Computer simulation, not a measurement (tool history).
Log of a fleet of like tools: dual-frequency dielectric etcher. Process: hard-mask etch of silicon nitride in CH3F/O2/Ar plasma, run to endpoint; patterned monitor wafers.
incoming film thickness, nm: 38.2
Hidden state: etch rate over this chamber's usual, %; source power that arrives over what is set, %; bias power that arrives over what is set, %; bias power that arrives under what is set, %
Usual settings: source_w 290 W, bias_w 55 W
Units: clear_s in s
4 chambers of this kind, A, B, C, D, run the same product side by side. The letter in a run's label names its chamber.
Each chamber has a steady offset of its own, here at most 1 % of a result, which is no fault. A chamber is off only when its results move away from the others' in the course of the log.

run,hour,source_w,bias_w,hours since the last wet clean,hours since the last source power generator calibration,hours since the last bias power generator calibration,clear_s
1D,4.6,290,55,227.7,1278.8,3427.0,68.527
2C,8.6,290,55,232.3,3001.7,1445.1,68.646
3B,14.2,290,55,461.9,4102.6,820.0,68.021
4A,18.6,290,55,194.8,1548.6,656.0,67.853
5A,23.9,290,55,200.1,1553.9,661.3,67.977
6B,33.1,290,55,480.8,4121.5,838.9,67.820
7C,39.7,290,55,263.4,3032.8,1476.2,68.567
8D,48.1,270,43,271.2,1322.3,3470.5,76.572
9A,53.7,270,43,229.9,1583.7,691.1,76.055
10D,62.8,270,43,285.9,1337.0,3485.2,76.705
11B,66.8,270,43,514.5,4155.2,872.6,75.580
12C,72.7,290,60,296.4,3065.8,1509.2,66.733
13A,76.6,290,60,252.8,1606.6,714.0,66.158
14B,85.7,290,60,533.4,4174.1,891.5,65.734
15D,92.5,290,60,315.6,1366.7,3514.9,66.402
# hour 93.3: chamber B: wet clean of the chamber
16C,96.9,290,55,320.6,3090.0,1533.4,67.650
17D,101.5,290,55,324.6,1375.7,3523.9,68.324
18B,106.9,230,49,13.6,4195.3,912.7,77.322
19C,113.0,230,49,336.7,3106.1,1549.5,76.785
20A,118.6,230,49,294.8,1648.6,756.0,77.177
21B,127.6,230,49,34.3,4216.0,933.4,77.244
22D,131.8,290,55,354.9,1406.0,3554.2,68.749
23C,140.4,290,55,364.1,3133.5,1576.9,67.138
24A,146.1,290,64,322.3,1676.1,783.5,64.709
25C,150.8,290,64,374.5,3143.9,1587.3,63.462
26A,159.5,290,64,335.7,1689.5,796.9,65.040
27D,166.9,290,64,390.0,1441.1,3589.3,65.414

Next, every chamber runs the same settings. What will each give?
28A,173.5,290,60,,,,?
28B,173.5,290,60,,,,?
28C,173.5,290,60,,,,?
28D,173.5,290,60,,,,?

run,clear_s
28A,66.124
28B,65.873
28C,64.206
28D,66.993
